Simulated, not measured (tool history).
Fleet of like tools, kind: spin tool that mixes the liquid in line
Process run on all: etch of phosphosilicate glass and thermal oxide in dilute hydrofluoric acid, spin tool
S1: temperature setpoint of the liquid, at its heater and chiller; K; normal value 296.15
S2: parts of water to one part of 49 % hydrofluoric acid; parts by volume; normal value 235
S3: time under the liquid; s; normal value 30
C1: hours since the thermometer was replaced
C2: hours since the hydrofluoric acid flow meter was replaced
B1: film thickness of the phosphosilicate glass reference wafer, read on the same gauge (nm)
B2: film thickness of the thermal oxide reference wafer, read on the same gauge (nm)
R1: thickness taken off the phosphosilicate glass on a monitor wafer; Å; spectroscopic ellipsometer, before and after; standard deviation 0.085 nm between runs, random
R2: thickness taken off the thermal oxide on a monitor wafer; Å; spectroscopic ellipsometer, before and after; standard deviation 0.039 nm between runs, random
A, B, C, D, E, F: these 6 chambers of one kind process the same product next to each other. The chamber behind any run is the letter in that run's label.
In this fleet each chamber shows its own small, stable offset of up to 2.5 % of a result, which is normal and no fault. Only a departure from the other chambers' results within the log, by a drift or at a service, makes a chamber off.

run 1A hour=8.9 | S1=296.15 S2=235 S3=30 | C1=1165.9 C2=1225.3 | B1=99.985 B2=139.99 | R1=164.7 R2=5.0717
run 2B hour=18.6 | S1=296.15 S2=235 S3=30 | C1=288 C2=1523.1 | B1=100 B2=140.05 | R1=163.8 R2=5.0154
-- hour=18.9 chamber A: hydrofluoric acid flow meter replaced
run 3C hour=25.9 | S1=296.15 S2=235 S3=30 | C1=415.3 C2=791.7 | B1=100.01 B2=140 | R1=163.47 R2=5.641
run 4F hour=36.7 | S1=296.15 S2=235 S3=30 | C1=228.4 C2=1049.4 | B1=100.01 B2=139.97 | R1=163.44 R2=5.3895
-- hour=39.4 chamber F: hydrofluoric acid flow meter replaced
run 5D hour=43.6 | S1=296.15 S2=235 S3=30 | C1=579.3 C2=2234.4 | B1=99.982 B2=140.03 | R1=161.83 R2=5.3492
run 6E hour=54.4 | S1=296.15 S2=235 S3=30 | C1=503.2 C2=2063.1 | B1=100.01 B2=139.99 | R1=159.56 R2=6.0592
run 7B hour=59.8 | S1=296.15 S2=235 S3=30 | C1=329.2 C2=1564.3 | B1=100.01 B2=139.98 | R1=162.87 R2=4.7345
run 8C hour=66.7 | S1=296.15 S2=235 S3=30 | C1=456.1 C2=832.5 | B1=100 B2=140.04 | R1=165.39 R2=5.3778
run 9F hour=77.2 | S1=296.15 S2=235 S3=30 | C1=268.9 C2=37.8 | B1=99.998 B2=140.03 | R1=164.61 R2=5.7086
run 10A hour=87.4 | S1=296.15 S2=235 S3=30 | C1=1244.4 C2=68.5 | B1=99.993 B2=140.02 | R1=164.79 R2=5.5445
run 11E hour=95.9 | S1=296.15 S2=235 S3=30 | C1=544.7 C2=2104.6 | B1=100 B2=139.97 | R1=161.61 R2=5.5886
run 12D hour=104.2 | S1=296.15 S2=235 S3=30 | C1=639.9 C2=2295 | B1=99.998 B2=140.04 | R1=163.16 R2=5.3569
run 13B hour=113.6 | S1=296.15 S2=235 S3=30 | C1=383 C2=1618.1 | B1=100 B2=140.01 | R1=163.3 R2=5.2959
run 14E hour=120 | S1=296.15 S2=235 S3=30 | C1=568.8 C2=2128.7 | B1=99.991 B2=139.99 | R1=160.66 R2=5.3081
run 15C hour=129.2 | S1=296.15 S2=235 S3=30 | C1=518.6 C2=895 | B1=99.995 B2=140 | R1=166.42 R2=5.7072
run 16D hour=139.1 | S1=296.15 S2=235 S3=30 | C1=674.8 C2=2329.9 | B1=100 B2=140.01 | R1=162.36 R2=4.7672
-- hour=145.4 chamber D: hydrofluoric acid flow meter replaced
run 17A hour=147.6 | S1=296.15 S2=235 S3=30 | C1=1304.6 C2=128.7 | B1=99.986 B2=140.02 | R1=164.69 R2=5.4777
run 18F hour=154.5 | S1=300.15 S2=305 S3=30 | C1=346.2 C2=115.1 | B1=100 B2=139.99 | R1=136.37 R2=4.419
run 19E hour=164.2 | S1=300.15 S2=305 S3=30 | C1=613 C2=2172.9 | B1=100 B2=139.95 | R1=131.4 R2=4.5662
run 20B hour=174.3 | S1=300.15 S2=305 S3=30 | C1=443.7 C2=1678.8 | B1=99.994 B2=140 | R1=134.48 R2=5.1842
run 21C hour=180.7 | S1=300.15 S2=305 S3=30 | C1=570.1 C2=946.5 | B1=99.979 B2=140.03 | R1=137.37 R2=3.8251
run 22D hour=191.1 | S1=300.15 S2=305 S3=30 | C1=726.8 C2=45.8 | B1=99.991 B2=140.06 | R1=134.47 R2=4.3138
run 23F hour=196.9 | S1=300.15 S2=305 S3=30 | C1=388.6 C2=157.5 | B1=100.01 B2=140.03 | R1=136.72 R2=5.0622
run 24A hour=205.1 | S1=296.15 S2=235 S3=30 | C1=1362.1 C2=186.2 | B1=100.01 B2=140.01 | R1=162.49 R2=5.4037
run 25E hour=211.3 | S1=296.15 S2=235 S3=30 | C1=660.1 C2=2220 | B1=99.988 B2=140 | R1=161.18 R2=5.8293
run 26D hour=220.5 | S1=296.15 S2=235 S3=30 | C1=756.2 C2=75.2 | B1=99.984 B2=139.99 | R1=164.07 R2=5.3144
run 27A hour=230.9 | S1=296.15 S2=235 S3=30 | C1=1387.9 C2=212 | B1=99.994 B2=139.98 | R1=164.28 R2=5.8949
run 28C hour=239.4 | S1=296.15 S2=185 S3=30 | C1=628.8 C2=1005.2 | B1=100.01 B2=139.97 | R1=225.28 R2=8.0639
run 29F hour=249.2 | S1=296.15 S2=185 S3=30 | C1=440.9 C2=209.8 | B1=99.988 B2=140.01 | R1=219.34 R2=7.3651
run 30B hour=258.6 | S1=296.15 S2=185 S3=30 | C1=528 C2=1763.1 | B1=100 B2=140 | R1=220.32 R2=7.7272
run 31F hour=269.5 | S1=296.15 S2=185 S3=30 | C1=461.2 C2=230.1 | B1=99.997 B2=139.98 | R1=220.27 R2=6.8382
run 32B hour=277.9 | S1=296.15 S2=185 S3=30 | C1=547.3 C2=1782.4 | B1=100.01 B2=140.02 | R1=217.53 R2=8.1107
run 33E hour=285 | S1=296.15 S2=185 S3=30 | C1=733.8 C2=2293.7 | B1=99.994 B2=140 | R1=216.41 R2=6.6895
run 34D hour=291.2 | S1=294.15 S2=125 S3=30 | C1=826.9 C2=145.9 | B1=99.997 B2=140.04 | R1=319.62 R2=10.734
-- hour=292 chamber B: thermometer replaced
run 35C hour=297.6 | S1=294.15 S2=125 S3=30 | C1=687 C2=1063.4 | B1=100.01 B2=139.98 | R1=337.49 R2=10.509
run 36A hour=306.9 | S1=294.15 S2=125 S3=30 | C1=1463.9 C2=288 | B1=99.998 B2=140 | R1=317.95 R2=11.102
run 37D hour=314.6 | S1=294.15 S2=125 S3=30 | C1=850.3 C2=169.3 | B1=100.01 B2=139.99 | R1=324.22 R2=11.138
run 38B hour=322.7 | S1=294.15 S2=125 S3=30 | C1=30.7 C2=1827.2 | B1=99.988 B2=140.01 | R1=316.42 R2=11.065
run 39E hour=331.8 | S1=294.15 S2=125 S3=30 | C1=780.6 C2=2340.5 | B1=100.01 B2=139.96 | R1=319.38 R2=10.574
run 40C hour=338.1 | S1=296.15 S2=235 S3=30 | C1=727.5 C2=1103.9 | B1=99.996 B2=139.97 | R1=173.34 R2=5.1573
run 41F hour=344.1 | S1=296.15 S2=235 S3=30 | C1=535.8 C2=304.7 | B1=99.998 B2=139.99 | R1=165.73 R2=5.6932

All chambers now run identical settings, listed one chamber a line with results as question marks. What results will each chamber show?
run 42A hour=352.2 | S1=296.15 S2=235 S3=30 | R1=? R2=?
run 42B hour=352.2 | S1=296.15 S2=235 S3=30 | R1=? R2=?
run 42C hour=352.2 | S1=296.15 S2=235 S3=30 | R1=? R2=?
run 42D hour=352.2 | S1=296.15 S2=235 S3=30 | R1=? R2=?
run 42E hour=352.2 | S1=296.15 S2=235 S3=30 | R1=? R2=?
run 42F hour=352.2 | S1=296.15 S2=235 S3=30 | R1=? R2=?

run=42A R1=166.13 R2=6.175
run=42B R1=164.66 R2=5.6884
run=42C R1=172.55 R2=5.0017
run=42D R1=162.6 R2=5.6231
run=42E R1=160.82 R2=5.0049
run=42F R1=165.01 R2=4.9256
